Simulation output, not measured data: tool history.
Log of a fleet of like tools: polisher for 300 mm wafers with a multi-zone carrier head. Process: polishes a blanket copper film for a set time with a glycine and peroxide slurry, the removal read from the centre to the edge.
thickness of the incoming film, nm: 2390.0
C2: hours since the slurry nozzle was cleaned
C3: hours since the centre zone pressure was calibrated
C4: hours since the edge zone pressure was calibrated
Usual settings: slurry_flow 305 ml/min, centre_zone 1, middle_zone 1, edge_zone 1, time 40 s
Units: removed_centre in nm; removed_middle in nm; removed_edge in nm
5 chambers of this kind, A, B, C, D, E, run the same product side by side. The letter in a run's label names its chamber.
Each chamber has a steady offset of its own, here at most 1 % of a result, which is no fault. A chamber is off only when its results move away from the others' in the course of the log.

Run 1A, day 0.525: usual settings; wafers polished on this pad 864; C2 919.7; C3 139.1; C4 241.5. Result: removed_centre 298.23 nm, removed_middle 297.4 nm, removed_edge 300.89 nm.
At day 0.679: chamber C: centre zone pressure recalibrated.
At day 0.838: chamber A: slurry nozzle cleaned.
At day 0.888: chamber A: worn pad replaced by a new one.
Run 2B, day 0.917: usual settings; wafers polished on this pad 224; C2 535.2; C3 627.7; C4 294.3. Result: removed_centre 304.52 nm, removed_middle 307.96 nm, removed_edge 298.84 nm.
Run 3E, day 1.171: usual settings; wafers polished on this pad 982; C2 99.9; C3 226.4; C4 656.5. Result: removed_centre 309.39 nm, removed_middle 306.27 nm, removed_edge 304.3 nm.
At day 1.354: chamber E: worn pad replaced by a new one.
Run 4D, day 1.442: usual settings; wafers polished on this pad 629; C2 199.5; C3 275.5; C4 301.3. Result: removed_centre 294.86 nm, removed_middle 309.69 nm, removed_edge 306.54 nm.
At day 1.7: chamber C: worn pad replaced by a new one.
Run 5C, day 1.754: usual settings but middle_zone 0.96; wafers polished on this pad 13; C2 128.7; C3 25.8; C4 350.3. Result: removed_centre 305.89 nm, removed_middle 303.58 nm, removed_edge 304.44 nm.
Run 6C, day 2.075: usual settings but middle_zone 0.96; wafers polished on this pad 91; C2 136.4; C3 33.5; C4 358. Result: removed_centre 307.34 nm, removed_middle 291.59 nm, removed_edge 303.17 nm.
Run 7B, day 2.438: usual settings but middle_zone 0.96; wafers polished on this pad 594; C2 571.7; C3 664.2; C4 330.8. Result: removed_centre 302.77 nm, removed_middle 293.27 nm, removed_edge 301.83 nm.
Run 8D, day 2.679: usual settings but middle_zone 0.96; wafers polished on this pad 930; C2 229.2; C3 305.2; C4 331. Result: removed_centre 311.19 nm, removed_middle 300.06 nm, removed_edge 306.39 nm.
At day 3.188: chamber D: worn pad replaced by a new one.
At day 3.204: chamber B: worn pad replaced by a new one.
Run 9A, day 3.204: usual settings but middle_zone 0.96; wafers polished on this pad 564; C2 56.9; C3 203.4; C4 305.8. Result: removed_centre 309.8 nm, removed_middle 292.36 nm, removed_edge 308.76 nm.
Run 10E, day 3.592: usual settings; wafers polished on this pad 544; C2 158; C3 284.5; C4 714.6. Result: removed_centre 302.6 nm, removed_middle 306.98 nm, removed_edge 307.02 nm.
Run 11C, day 4.133: usual settings; wafers polished on this pad 592; C2 185.8; C3 82.9; C4 407.4. Result: removed_centre 305.14 nm, removed_middle 306.01 nm, removed_edge 306.61 nm.
At day 4.371: chamber C: worn pad replaced by a new one.
Run 12A, day 4.471: usual settings; wafers polished on this pad 872; C2 87.3; C3 233.8; C4 336.2. Result: removed_centre 313.93 nm, removed_middle 309.88 nm, removed_edge 303.33 nm.
At day 4.738: chamber A: worn pad replaced by a new one.
Run 13E, day 4.779: usual settings; wafers polished on this pad 833; C2 186.5; C3 313; C4 743.1. Result: removed_centre 308.4 nm, removed_middle 300.03 nm, removed_edge 304.76 nm.
Run 14D, day 5.1: usual settings but centre_zone 0.91, middle_zone 1.05; wafers polished on this pad 466; C2 287.3; C3 363.3; C4 389.1. Result: removed_centre 281.48 nm, removed_middle 312.96 nm, removed_edge 308.09 nm.
At day 5.242: chamber E: worn pad replaced by a new one.
Run 15B, day 5.642: usual settings but centre_zone 0.91, middle_zone 1.05; wafers polished on this pad 593; C2 648.6; C3 741.1; C4 407.7. Result: removed_centre 274.76 nm, removed_middle 312.58 nm, removed_edge 305.77 nm.
At day 5.7: chamber B: slurry nozzle cleaned.
At day 5.746: chamber D: centre zone pressure recalibrated.
At day 5.933: chamber C: edge zone pressure recalibrated.
Run 16D, day 6.092: usual settings but centre_zone 0.91, middle_zone 1.05; wafers polished on this pad 707; C2 311.1; C3 8.3; C4 412.9. Result: removed_centre 235.26 nm, removed_middle 316.53 nm, removed_edge 307.55 nm.
Run 17B, day 6.554: usual settings but centre_zone 0.91, middle_zone 1.05; wafers polished on this pad 815; C2 20.5; C3 763; C4 429.6. Result: removed_centre 273.07 nm, removed_middle 316.21 nm, removed_edge 301.83 nm.
At day 6.658: chamber B: worn pad replaced by a new one.
At day 6.879: chamber C: worn pad replaced by a new one.
Run 18A, day 6.958: usual settings but centre_zone 0.91, middle_zone 1.05; wafers polished on this pad 540; C2 147; C3 293.5; C4 395.9. Result: removed_centre 271.33 nm, removed_middle 319.16 nm, removed_edge 304.51 nm.
Run 19C, day 7.204: usual settings; wafers polished on this pad 79; C2 259.5; C3 156.6; C4 30.5. Result: removed_centre 301.2 nm, removed_middle 310.33 nm, removed_edge 301.05 nm.
Run 20E, day 7.6: usual settings but slurry_flow 235 ml/min; wafers polished on this pad 573; C2 254.2; C3 380.7; C4 810.8. Result: removed_centre 292.52 nm, removed_middle 299.26 nm, removed_edge 297.86 nm.
Run 21D, day 7.862: usual settings but slurry_flow 235 ml/min; wafers polished on this pad 1138; C2 353.6; C3 50.8; C4 455.4. Result: removed_centre 259.89 nm, removed_middle 299.44 nm, removed_edge 301.56 nm.
Run 22E, day 8.154: usual settings but slurry_flow 235 ml/min; wafers polished on this pad 708; C2 267.5; C3 394; C4 824.1. Result: removed_centre 290.03 nm, removed_middle 295.62 nm, removed_edge 296.25 nm.
At day 8.342: chamber A: worn pad replaced by a new one.
At day 8.388: chamber D: worn pad replaced by a new one.
Run 23B, day 8.412: usual settings but slurry_flow 235 ml/min; wafers polished on this pad 426; C2 65.1; C3 807.6; C4 474.2. Result: removed_centre 295.98 nm, removed_middle 294.41 nm, removed_edge 295.31 nm.
At day 8.538: chamber D: edge zone pressure recalibrated.
Run 24A, day 8.821: usual settings but slurry_flow 235 ml/min; wafers polished on this pad 117; C2 191.7; C3 338.2; C4 440.6. Result: removed_centre 295.24 nm, removed_middle 298.02 nm, removed_edge 299.82 nm.
At day 9.112: chamber E: worn pad replaced by a new one.
Run 25C, day 9.254: usual settings but slurry_flow 255 ml/min, edge_zone 0.95; wafers polished on this pad 578; C2 308.7; C3 205.8; C4 79.7. Result: removed_centre 297.86 nm, removed_middle 301.98 nm, removed_edge 288.88 nm.
Run 26E, day 9.567: usual settings but slurry_flow 255 ml/min, edge_zone 0.95; wafers polished on this pad 110; C2 301.4; C3 427.9; C4 858. Result: removed_centre 298.76 nm, removed_middle 290.21 nm, removed_edge 291.67 nm.
Run 27B, day 9.967: usual settings but slurry_flow 255 ml/min, edge_zone 0.95; wafers polished on this pad 804; C2 102.4; C3 844.9; C4 511.5. Result: removed_centre 296.63 nm, removed_middle 294.49 nm, removed_edge 294.81 nm.
At day 10.004: chamber C: worn pad replaced by a new one.
At day 10.388: chamber B: worn pad replaced by a new one.
Run 28C, day 10.492: usual settings but slurry_flow 255 ml/min, edge_zone 0.95; wafers polished on this pad 118; C2 338.4; C3 235.5; C4 109.4. Result: removed_centre 304.85 nm, removed_middle 309.08 nm, removed_edge 295.16 nm.
Run 29D, day 10.788: usual settings but slurry_flow 255 ml/min, edge_zone 0.95; wafers polished on this pad 584; C2 423.8; C3 121; C4 54. Result: removed_centre 260.8 nm, removed_middle 301.46 nm, removed_edge 293.85 nm.
Run 30A, day 11.292: usual settings; wafers polished on this pad 718; C2 251; C3 397.5; C4 499.9. Result: removed_centre 307.24 nm, removed_middle 304.03 nm, removed_edge 305.3 nm.
Run 31C, day 11.738: usual settings but time 32 s; wafers polished on this pad 421; C2 368.3; C3 265.4; C4 139.3. Result: removed_centre 246.99 nm, removed_middle 247.23 nm, removed_edge 244.5 nm.
At day 11.788: chamber A: worn pad replaced by a new one.
Run 32A, day 12.133: usual settings but time 32 s; wafers polished on this pad 84; C2 271.2; C3 417.7; C4 520.1. Result: removed_centre 245.65 nm, removed_middle 239.6 nm, removed_edge 238.39 nm.
Run 33E, day 12.55: usual settings but time 32 s; wafers polished on this pad 836; C2 373; C3 499.5; C4 929.6. Result: removed_centre 243.72 nm, removed_middle 245.31 nm, removed_edge 237.34 nm.
At day 12.588: chamber C: worn pad replaced by a new one.
Run 34B, day 12.938: usual settings but time 32 s; wafers polished on this pad 620; C2 173.7; C3 916.2; C4 582.8. Result: removed_centre 246.1 nm, removed_middle 240.2 nm, removed_edge 243.83 nm.
At day 13.142: chamber D: worn pad replaced by a new one.
Run 35D, day 13.417: usual settings but time 32 s; wafers polished on this pad 67; C2 486.9; C3 184.1; C4 117.1. Result: removed_centre 215.86 nm, removed_middle 242.97 nm, removed_edge 241.9 nm.
At day 13.638: chamber B: worn pad replaced by a new one.
Run 36C, day 13.729: usual settings; wafers polished on this pad 278; C2 416.1; C3 313.2; C4 187.1. Result: removed_centre 303.63 nm, removed_middle 314.11 nm, removed_edge 307.6 nm.
Run 37B, day 14.125: usual settings; wafers polished on this pad 118; C2 202.2; C3 944.7; C4 611.3. Result: removed_centre 305 nm, removed_middle 301.78 nm, removed_edge 303.11 nm.
At day 14.483: chamber A: edge zone pressure recalibrated.
Run 38A, day 14.646: usual settings but middle_zone 1.11, time 27 s; wafers polished on this pad 695; C2 331.5; C3 478; C4 4. Result: removed_centre 206.32 nm, removed_middle 224.08 nm, removed_edge 204.04 nm.

All 5 chambers run these settings next. Forecast each chamber's results:
Run 39A, day 15.042: usual settings. Result: removed_centre ?, removed_middle ?, removed_edge ?.
Run 39B, day 15.042: usual settings. Result: removed_centre ?, removed_middle ?, removed_edge ?.
Run 39C, day 15.042: usual settings. Result: removed_centre ?, removed_middle ?, removed_edge ?.
Run 39D, day 15.042: usual settings. Result: removed_centre ?, removed_middle ?, removed_edge ?.
Run 39E, day 15.042: usual settings. Result: removed_centre ?, removed_middle ?, removed_edge ?.

run  removed_centre  removed_middle  removed_edge
39A          304.73          305.78        306.55
39B          303.42          309.36        303.42
39C          306.05          300.32         302.9
39D          268.77             311        313.13
39E          303.94          312.03        299.45

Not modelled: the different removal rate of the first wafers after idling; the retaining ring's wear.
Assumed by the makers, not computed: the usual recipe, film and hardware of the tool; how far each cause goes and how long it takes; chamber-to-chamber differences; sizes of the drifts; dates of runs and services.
